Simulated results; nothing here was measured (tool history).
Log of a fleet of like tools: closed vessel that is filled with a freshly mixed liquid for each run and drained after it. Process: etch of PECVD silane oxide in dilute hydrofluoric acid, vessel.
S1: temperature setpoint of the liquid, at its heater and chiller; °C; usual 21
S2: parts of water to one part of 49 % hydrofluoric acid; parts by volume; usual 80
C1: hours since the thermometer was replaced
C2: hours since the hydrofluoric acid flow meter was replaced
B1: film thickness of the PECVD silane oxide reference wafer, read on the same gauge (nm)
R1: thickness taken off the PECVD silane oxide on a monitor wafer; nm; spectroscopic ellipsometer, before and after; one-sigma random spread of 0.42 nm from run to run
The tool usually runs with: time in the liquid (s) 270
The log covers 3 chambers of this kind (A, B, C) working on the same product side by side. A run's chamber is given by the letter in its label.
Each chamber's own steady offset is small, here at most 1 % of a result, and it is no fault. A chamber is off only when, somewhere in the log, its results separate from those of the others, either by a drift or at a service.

run 1C day=0.4 | S1=21 S2=80 time_in_the_liquid_(s)=270 | C1=757 C2=887.1 | B1=80 | R1=55.455
run 2B day=0.767 | S1=21 S2=80 time_in_the_liquid_(s)=270 | C1=181.3 C2=1018.4 | B1=80.01 | R1=55.322
run 3A day=1.004 | S1=21 S2=80 time_in_the_liquid_(s)=270 | C1=486.8 C2=1100.2 | B1=79.966 | R1=55.748
run 4C day=1.4 | S1=21 S2=80 time_in_the_liquid_(s)=270 | C1=781 C2=911.1 | B1=80.025 | R1=54.985
run 5B day=1.688 | S1=21 S2=80 time_in_the_liquid_(s)=270 | C1=203.4 C2=1040.5 | B1=79.942 | R1=55.089
run 6A day=2.075 | S1=21 S2=80 time_in_the_liquid_(s)=270 | C1=512.5 C2=1125.9 | B1=80.032 | R1=54.711
run 7B day=2.388 | S1=21 S2=80 time_in_the_liquid_(s)=270 | C1=220.2 C2=1057.3 | B1=80.009 | R1=55.438
run 8A day=2.629 | S1=21 S2=80 time_in_the_liquid_(s)=270 | C1=525.8 C2=1139.2 | B1=80.011 | R1=54.637
run 9C day=2.933 | S1=21 S2=80 time_in_the_liquid_(s)=270 | C1=817.8 C2=947.9 | B1=80.023 | R1=54.853
run 10C day=3.15 | S1=21 S2=50 time_in_the_liquid_(s)=270 | C1=823 C2=953.1 | B1=80.023 | R1=90.079
run 11B day=3.496 | S1=21 S2=50 time_in_the_liquid_(s)=270 | C1=246.8 C2=1083.9 | B1=80.013 | R1=92.846
run 12A day=3.779 | S1=21 S2=50 time_in_the_liquid_(s)=270 | C1=553.4 C2=1166.8 | B1=80.002 | R1=93.196
run 13C day=4.117 | S1=26 S2=80 time_in_the_liquid_(s)=140 | C1=846.2 C2=976.3 | B1=79.975 | R1=33.766
run 14A day=4.292 | S1=26 S2=80 time_in_the_liquid_(s)=140 | C1=565.7 C2=1179.1 | B1=79.994 | R1=34.792
run 15B day=4.604 | S1=26 S2=80 time_in_the_liquid_(s)=140 | C1=273.4 C2=1110.5 | B1=80.03 | R1=34.845
run 16B day=4.796 | S1=21 S2=80 time_in_the_liquid_(s)=270 | C1=278 C2=1115.1 | B1=79.96 | R1=55.182
run 17A day=5.183 | S1=21 S2=80 time_in_the_liquid_(s)=270 | C1=587.1 C2=1200.5 | B1=80.023 | R1=56.055
run 18C day=5.492 | S1=21 S2=80 time_in_the_liquid_(s)=270 | C1=879.2 C2=1009.3 | B1=79.985 | R1=52.86
run 19B day=5.733 | S1=21 S2=80 time_in_the_liquid_(s)=270 | C1=300.5 C2=1137.6 | B1=80.014 | R1=55.688
run 20A day=6.108 | S1=21 S2=80 time_in_the_liquid_(s)=270 | C1=609.3 C2=1222.7 | B1=79.999 | R1=55.234
run 21C day=6.5 | S1=21 S2=45 time_in_the_liquid_(s)=270 | C1=903.4 C2=1033.5 | B1=80 | R1=93.816
run 22A day=6.8 | S1=21 S2=45 time_in_the_liquid_(s)=270 | C1=625.9 C2=1239.3 | B1=80.006 | R1=104.13
run 23B day=7.096 | S1=21 S2=45 time_in_the_liquid_(s)=270 | C1=333.2 C2=1170.3 | B1=79.999 | R1=102.96
run 24C day=7.496 | S1=25 S2=45 time_in_the_liquid_(s)=270 | C1=927.3 C2=1057.4 | B1=79.961 | R1=109.09
run 25B day=7.733 | S1=25 S2=45 time_in_the_liquid_(s)=270 | C1=348.5 C2=1185.6 | B1=80.032 | R1=120.71

All 3 chambers run these settings next. Forecast each chamber's results:
run 26A day=8.021 | S1=21 S2=60 time_in_the_liquid_(s)=270 | R1=?
run 26B day=8.021 | S1=21 S2=60 time_in_the_liquid_(s)=270 | R1=?
run 26C day=8.021 | S1=21 S2=60 time_in_the_liquid_(s)=270 | R1=?

run=26A R1=76.264
run=26B R1=75.293
run=26C R1=67.852
